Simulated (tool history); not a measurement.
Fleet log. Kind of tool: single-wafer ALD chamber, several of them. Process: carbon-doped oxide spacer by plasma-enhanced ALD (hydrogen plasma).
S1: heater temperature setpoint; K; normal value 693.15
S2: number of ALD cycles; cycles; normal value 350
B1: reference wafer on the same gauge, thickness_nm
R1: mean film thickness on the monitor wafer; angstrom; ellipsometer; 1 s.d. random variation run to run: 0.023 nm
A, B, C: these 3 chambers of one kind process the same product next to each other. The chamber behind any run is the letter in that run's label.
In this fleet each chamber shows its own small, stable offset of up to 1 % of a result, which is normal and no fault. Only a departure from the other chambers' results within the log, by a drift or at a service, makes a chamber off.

Run 1B, hour 8.5: usual settings; B1 17.906. Result: R1 163.89 angstrom.
Run 2C, hour 15.3: usual settings; B1 17.907. Result: R1 164.86 angstrom.
Run 3A, hour 24.8: usual settings; B1 17.911. Result: R1 163.6 angstrom.
Run 4B, hour 33.1: usual settings; B1 17.917. Result: R1 163.88 angstrom.
Run 5A, hour 37.6: usual settings; B1 17.924. Result: R1 163.33 angstrom.
Run 6C, hour 42.8: usual settings but S1 706.15 K, S2 284 cycles; B1 17.932. Result: R1 128.58 angstrom.
Run 7A, hour 48.5: usual settings but S1 706.15 K, S2 284 cycles; B1 17.928. Result: R1 127.17 angstrom.
Run 8C, hour 56.6: usual settings but S1 706.15 K, S2 284 cycles; B1 17.933. Result: R1 128.43 angstrom.
Run 9B, hour 64.7: usual settings; B1 17.946. Result: R1 163.91 angstrom.
Run 10B, hour 71.3: usual settings; B1 17.94. Result: R1 164.23 angstrom.
Run 11C, hour 76.5: usual settings; B1 17.945. Result: R1 165.45 angstrom.
Run 12A, hour 83.9: usual settings; B1 17.948. Result: R1 164.21 angstrom.
Run 13A, hour 88.3: usual settings; B1 17.946. Result: R1 163.72 angstrom.
Run 14B, hour 95.8: usual settings; B1 17.96. Result: R1 164.03 angstrom.
Run 15C, hour 104.8: usual settings; B1 17.96. Result: R1 165.57 angstrom.
Run 16C, hour 112.7: usual settings; B1 17.965. Result: R1 165.63 angstrom.
Run 17A, hour 120.1: usual settings; B1 17.971. Result: R1 164.16 angstrom.
Run 18B, hour 128.6: usual settings; B1 17.974. Result: R1 164.67 angstrom.
Run 19A, hour 138.5: usual settings; B1 17.979. Result: R1 164.02 angstrom.
Run 20C, hour 144.5: usual settings; B1 17.982. Result: R1 165.14 angstrom.
Run 21B, hour 152.8: usual settings; B1 17.991. Result: R1 164.99 angstrom.
Run 22B, hour 159.5: usual settings; B1 17.986. Result: R1 164.59 angstrom.
Run 23A, hour 166.9: usual settings; B1 17.996. Result: R1 163.73 angstrom.
Run 24C, hour 171.5: usual settings; B1 17.995. Result: R1 165.73 angstrom.

Next, every chamber runs the same settings. What will each give?
Run 25A, hour 178.6: usual settings but S1 684.15 K. Result: R1 ?.
Run 25B, hour 178.6: usual settings but S1 684.15 K. Result: R1 ?.
Run 25C, hour 178.6: usual settings but S1 684.15 K. Result: R1 ?.

run      R1
25A     169
25B  168.98
25C  170.72
